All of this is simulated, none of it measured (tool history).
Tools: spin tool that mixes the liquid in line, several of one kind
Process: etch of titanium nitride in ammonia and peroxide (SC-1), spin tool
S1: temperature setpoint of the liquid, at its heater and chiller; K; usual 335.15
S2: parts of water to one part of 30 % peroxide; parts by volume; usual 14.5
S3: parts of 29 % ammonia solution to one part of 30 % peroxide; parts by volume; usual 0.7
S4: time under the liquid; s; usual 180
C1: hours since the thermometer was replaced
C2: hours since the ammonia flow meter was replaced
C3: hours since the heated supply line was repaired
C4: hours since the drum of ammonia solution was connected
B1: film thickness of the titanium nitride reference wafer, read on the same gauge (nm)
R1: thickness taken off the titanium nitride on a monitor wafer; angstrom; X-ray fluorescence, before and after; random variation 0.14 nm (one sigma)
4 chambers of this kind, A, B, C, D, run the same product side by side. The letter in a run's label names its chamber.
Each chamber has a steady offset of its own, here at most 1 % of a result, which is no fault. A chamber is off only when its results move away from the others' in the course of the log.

run 1C hour=4.2 | S1=335.15 S2=14.5 S3=0.7 S4=180 | C1=699.8 C2=32.6 C3=1370.9 C4=545.7 | B1=70.044 | R1=214.49
run 2A hour=10.2 | S1=335.15 S2=14.5 S3=0.7 S4=180 | C1=168.3 C2=988.1 C3=807.8 C4=781.3 | B1=69.962 | R1=211.82
run 3D hour=13.4 | S1=335.15 S2=14.5 S3=0.7 S4=180 | C1=910.3 C2=622.2 C3=763.6 C4=251.3 | B1=70.024 | R1=215.32
run 4B hour=17.4 | S1=335.15 S2=14.5 S3=0.7 S4=180 | C1=44.5 C2=1969.5 C3=385.4 C4=239.3 | B1=69.990 | R1=213.87
run 5A hour=22.2 | S1=335.15 S2=14.5 S3=0.7 S4=180 | C1=180.3 C2=1000.1 C3=819.8 C4=793.3 | B1=70.004 | R1=211.51
run 6B hour=29.0 | S1=335.15 S2=14.5 S3=0.7 S4=180 | C1=56.1 C2=1981.1 C3=397.0 C4=250.9 | B1=70.022 | R1=213.46
run 7D hour=35.7 | S1=335.15 S2=14.5 S3=0.7 S4=180 | C1=932.6 C2=644.5 C3=785.9 C4=273.6 | B1=70.016 | R1=212.14
run 8C hour=41.9 | S1=335.15 S2=14.5 S3=0.7 S4=180 | C1=737.5 C2=70.3 C3=1408.6 C4=583.4 | B1=69.991 | R1=212.07
run 9C hour=48.9 | S1=335.15 S2=14.5 S3=0.7 S4=180 | C1=744.5 C2=77.3 C3=1415.6 C4=590.4 | B1=70.043 | R1=214.60
run 10B hour=55.1 | S1=335.15 S2=14.5 S3=0.7 S4=180 | C1=82.2 C2=2007.2 C3=423.1 C4=277.0 | B1=69.993 | R1=215.48
run 11A hour=59.1 | S1=335.15 S2=14.5 S3=0.7 S4=180 | C1=217.2 C2=1037.0 C3=856.7 C4=830.2 | B1=70.002 | R1=210.03
run 12D hour=63.6 | S1=335.15 S2=20.0 S3=0.7 S4=130 | C1=960.5 C2=672.4 C3=813.8 C4=301.5 | B1=69.986 | R1=129.86
run 13D hour=68.0 | S1=335.15 S2=20.0 S3=0.7 S4=130 | C1=964.9 C2=676.8 C3=818.2 C4=305.9 | B1=70.015 | R1=130.04
run 14B hour=74.0 | S1=335.15 S2=20.0 S3=0.7 S4=130 | C1=101.1 C2=2026.1 C3=442.0 C4=295.9 | B1=69.998 | R1=128.41
run 15C hour=77.9 | S1=335.15 S2=20.0 S3=0.7 S4=130 | C1=773.5 C2=106.3 C3=1444.6 C4=619.4 | B1=70.008 | R1=129.31
run 16A hour=85.1 | S1=335.15 S2=18.0 S3=0.7 S4=180 | C1=243.2 C2=1063.0 C3=882.7 C4=856.2 | B1=70.015 | R1=189.38
run 17A hour=91.2 | S1=335.15 S2=18.0 S3=0.7 S4=180 | C1=249.3 C2=1069.1 C3=888.8 C4=862.3 | B1=70.023 | R1=187.87
run 18B hour=97.6 | S1=335.15 S2=18.0 S3=0.7 S4=180 | C1=124.7 C2=2049.7 C3=465.6 C4=319.5 | B1=69.993 | R1=189.33
run 19C hour=104.5 | S1=335.15 S2=18.0 S3=0.7 S4=180 | C1=800.1 C2=132.9 C3=1471.2 C4=646.0 | B1=69.992 | R1=183.52
run 20D hour=109.9 | S1=335.15 S2=14.5 S3=0.7 S4=180 | C1=1006.8 C2=718.7 C3=860.1 C4=347.8 | B1=69.975 | R1=216.60
run 21A hour=114.5 | S1=335.15 S2=12.0 S3=0.7 S4=180 | C1=272.6 C2=1092.4 C3=912.1 C4=885.6 | B1=70.019 | R1=232.04
-- hour=119.2 chamber A: new drum of ammonia solution connected
run 22B hour=121.5 | S1=335.15 S2=12.0 S3=0.7 S4=180 | C1=148.6 C2=2073.6 C3=489.5 C4=343.4 | B1=70.016 | R1=236.08
run 23D hour=126.1 | S1=335.15 S2=12.0 S3=0.7 S4=180 | C1=1023.0 C2=734.9 C3=876.3 C4=364.0 | B1=70.006 | R1=234.31
run 24C hour=131.0 | S1=335.15 S2=12.0 S3=0.7 S4=180 | C1=826.6 C2=159.4 C3=1497.7 C4=672.5 | B1=69.966 | R1=225.40
run 25D hour=134.9 | S1=335.15 S2=14.5 S3=0.9 S4=180 | C1=1031.8 C2=743.7 C3=885.1 C4=372.8 | B1=70.014 | R1=220.17
run 26A hour=138.2 | S1=335.15 S2=14.5 S3=0.9 S4=180 | C1=296.3 C2=1116.1 C3=935.8 C4=19.0 | B1=70.037 | R1=222.08
run 27B hour=143.6 | S1=335.15 S2=14.5 S3=0.9 S4=180 | C1=170.7 C2=2095.7 C3=511.6 C4=365.5 | B1=70.020 | R1=223.42
run 28C hour=148.9 | S1=335.15 S2=14.5 S3=0.9 S4=180 | C1=844.5 C2=177.3 C3=1515.6 C4=690.4 | B1=69.968 | R1=213.82
run 29B hour=152.4 | S1=335.15 S2=14.5 S3=0.7 S4=180 | C1=179.5 C2=2104.5 C3=520.4 C4=374.3 | B1=70.034 | R1=211.71
run 30C hour=155.9 | S1=335.15 S2=14.5 S3=0.7 S4=180 | C1=851.5 C2=184.3 C3=1522.6 C4=697.4 | B1=69.964 | R1=202.23
run 31A hour=160.6 | S1=335.15 S2=14.5 S3=0.7 S4=245 | C1=318.7 C2=1138.5 C3=958.2 C4=41.4 | B1=70.005 | R1=286.51
run 32D hour=165.6 | S1=335.15 S2=14.5 S3=0.7 S4=245 | C1=1062.5 C2=774.4 C3=915.8 C4=403.5 | B1=70.019 | R1=292.92

Is one chamber off against the others, does the gauge drift, or is nothing wrong? If a chamber is off, say which, and what the likeliest cause is.

Chamber C drifts away from the others.
Cause: temperature lost on the way to the wafer (K) = 0.886.
The log may not tell that from: liquid colder than its thermometer reads (K).

Here are 4 candidates for chamber C's next run, each the usual settings with a change, their results left as question marks. Which one brings its results back in line with what the others give on the usual settings?
In line means no further than this from the other chambers' mean on the usual settings: R1 4.80 angstrom
run 33C-1 hour=170.8 | S1=335.65 S2=14.5 S3=0.70 S4=185 | R1=?
run 33C-2 hour=170.8 | S1=336.15 S2=14.0 S3=0.70 S4=190 | R1=?
run 33C-3 hour=170.8 | S1=335.15 S2=16.0 S3=0.65 S4=180 | R1=?
run 33C-4 hour=170.8 | S1=334.15 S2=15.0 S3=0.70 S4=170 | R1=?

The other chambers' mean on the usual settings: R1 213.77 angstrom
run=33C-1 R1=212.66
run=33C-2 R1=229.83
run=33C-3 R1=187.62
run=33C-4 R1=174.16
33C-1 brings the chamber back in line.
